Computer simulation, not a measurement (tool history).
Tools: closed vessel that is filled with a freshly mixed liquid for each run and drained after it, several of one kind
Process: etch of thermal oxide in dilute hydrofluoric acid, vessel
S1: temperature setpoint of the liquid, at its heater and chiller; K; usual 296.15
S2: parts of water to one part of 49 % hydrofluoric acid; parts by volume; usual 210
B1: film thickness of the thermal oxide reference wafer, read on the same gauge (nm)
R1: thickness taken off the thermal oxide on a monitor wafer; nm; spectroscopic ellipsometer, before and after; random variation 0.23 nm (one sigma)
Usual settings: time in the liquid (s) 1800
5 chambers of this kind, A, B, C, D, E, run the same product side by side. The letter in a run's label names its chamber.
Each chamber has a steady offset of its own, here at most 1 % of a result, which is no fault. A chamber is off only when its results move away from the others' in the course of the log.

run 1B hour=10.1 | S1=296.15 S2=210 time_in_the_liquid_(s)=1800 | B1=60.003 | R1=35.060
run 2C hour=17.9 | S1=296.15 S2=210 time_in_the_liquid_(s)=1800 | B1=60.043 | R1=33.952
-- hour=27.8 chamber C: hydrofluoric acid flow meter replaced
run 3A hour=28.6 | S1=296.15 S2=210 time_in_the_liquid_(s)=1800 | B1=59.991 | R1=34.150
run 4D hour=34.7 | S1=296.15 S2=210 time_in_the_liquid_(s)=1800 | B1=60.018 | R1=34.687
run 5E hour=42.3 | S1=296.15 S2=210 time_in_the_liquid_(s)=1800 | B1=59.968 | R1=34.807
run 6B hour=52.9 | S1=293.15 S2=150 time_in_the_liquid_(s)=1800 | B1=60.036 | R1=45.527
run 7D hour=61.5 | S1=293.15 S2=150 time_in_the_liquid_(s)=1800 | B1=59.997 | R1=46.270
run 8A hour=68.8 | S1=293.15 S2=150 time_in_the_liquid_(s)=1800 | B1=60.003 | R1=45.128
run 9C hour=78.9 | S1=293.15 S2=150 time_in_the_liquid_(s)=1800 | B1=59.990 | R1=45.625
-- hour=83.5 chamber B: hydrofluoric acid flow meter replaced
run 10E hour=89.6 | S1=293.15 S2=150 time_in_the_liquid_(s)=1800 | B1=60.009 | R1=45.669
run 11B hour=98.5 | S1=296.15 S2=210 time_in_the_liquid_(s)=1800 | B1=60.019 | R1=34.477
run 12A hour=108.8 | S1=296.15 S2=210 time_in_the_liquid_(s)=1800 | B1=59.959 | R1=34.706
run 13C hour=114.6 | S1=296.15 S2=210 time_in_the_liquid_(s)=1800 | B1=60.008 | R1=34.573
run 14D hour=125.8 | S1=296.15 S2=210 time_in_the_liquid_(s)=1800 | B1=59.984 | R1=35.001
run 15E hour=136.3 | S1=293.65 S2=210 time_in_the_liquid_(s)=1800 | B1=60.006 | R1=31.399
run 16D hour=147.4 | S1=293.65 S2=210 time_in_the_liquid_(s)=1800 | B1=59.995 | R1=31.455
run 17C hour=158.6 | S1=293.65 S2=210 time_in_the_liquid_(s)=1800 | B1=60.002 | R1=31.325
run 18E hour=164.0 | S1=293.65 S2=210 time_in_the_liquid_(s)=1800 | B1=60.003 | R1=31.565
run 19B hour=171.0 | S1=293.65 S2=210 time_in_the_liquid_(s)=1800 | B1=60.002 | R1=31.394
run 20A hour=178.5 | S1=296.15 S2=210 time_in_the_liquid_(s)=1800 | B1=60.025 | R1=33.998
-- hour=186.0 chamber D: hydrofluoric acid flow meter replaced
run 21E hour=189.5 | S1=296.15 S2=210 time_in_the_liquid_(s)=1800 | B1=60.009 | R1=34.685
run 22A hour=199.6 | S1=296.15 S2=210 time_in_the_liquid_(s)=1800 | B1=59.996 | R1=34.258
run 23C hour=208.8 | S1=296.15 S2=300 time_in_the_liquid_(s)=1800 | B1=59.999 | R1=21.918
-- hour=211.6 chamber C: thermometer replaced
run 24D hour=217.9 | S1=296.15 S2=300 time_in_the_liquid_(s)=1800 | B1=59.981 | R1=22.555
run 25B hour=223.9 | S1=296.15 S2=300 time_in_the_liquid_(s)=1800 | B1=60.018 | R1=22.335
run 26C hour=234.1 | S1=296.15 S2=300 time_in_the_liquid_(s)=1800 | B1=59.989 | R1=22.002
run 27B hour=244.8 | S1=296.15 S2=300 time_in_the_liquid_(s)=1800 | B1=60.001 | R1=22.057
run 28A hour=250.1 | S1=296.15 S2=210 time_in_the_liquid_(s)=1800 | B1=59.990 | R1=34.157
run 29D hour=259.2 | S1=296.15 S2=210 time_in_the_liquid_(s)=1800 | B1=60.048 | R1=35.701
run 30E hour=265.0 | S1=296.15 S2=210 time_in_the_liquid_(s)=1800 | B1=59.964 | R1=34.863
run 31A hour=270.6 | S1=296.15 S2=210 time_in_the_liquid_(s)=1800 | B1=60.012 | R1=34.632
run 32D hour=278.8 | S1=296.15 S2=210 time_in_the_liquid_(s)=1800 | B1=59.974 | R1=36.200

What goes on in this fleet: one chamber off, a drifting gauge, or nothing beyond the chambers' own small offsets? Name the chamber and the cause, if any.

Chamber D drifts away from the others.
Cause: liquid hotter than its thermometer reads (K) = 0.983.

Here are 4 candidates for chamber D's next run, each the usual settings with a change, their results left as question marks. Which one brings its results back in line with what the others give on the usual settings?
In line means no further than this from the other chambers' mean on the usual settings: R1 0.800 nm
run 33D-1 hour=287.3 | S1=296.15 S2=215 time_in_the_liquid_(s)=1770 | R1=?
run 33D-2 hour=287.3 | S1=296.15 S2=225 time_in_the_liquid_(s)=1800 | R1=?
run 33D-3 hour=287.3 | S1=296.15 S2=210 time_in_the_liquid_(s)=1945 | R1=?
run 33D-4 hour=287.3 | S1=296.15 S2=205 time_in_the_liquid_(s)=1800 | R1=?

The other chambers' mean on the usual settings: R1 34.501 nm
run=33D-1 R1=34.310
run=33D-2 R1=32.966
run=33D-3 R1=38.823
run=33D-4 R1=37.019
33D-1 brings the chamber back in line.

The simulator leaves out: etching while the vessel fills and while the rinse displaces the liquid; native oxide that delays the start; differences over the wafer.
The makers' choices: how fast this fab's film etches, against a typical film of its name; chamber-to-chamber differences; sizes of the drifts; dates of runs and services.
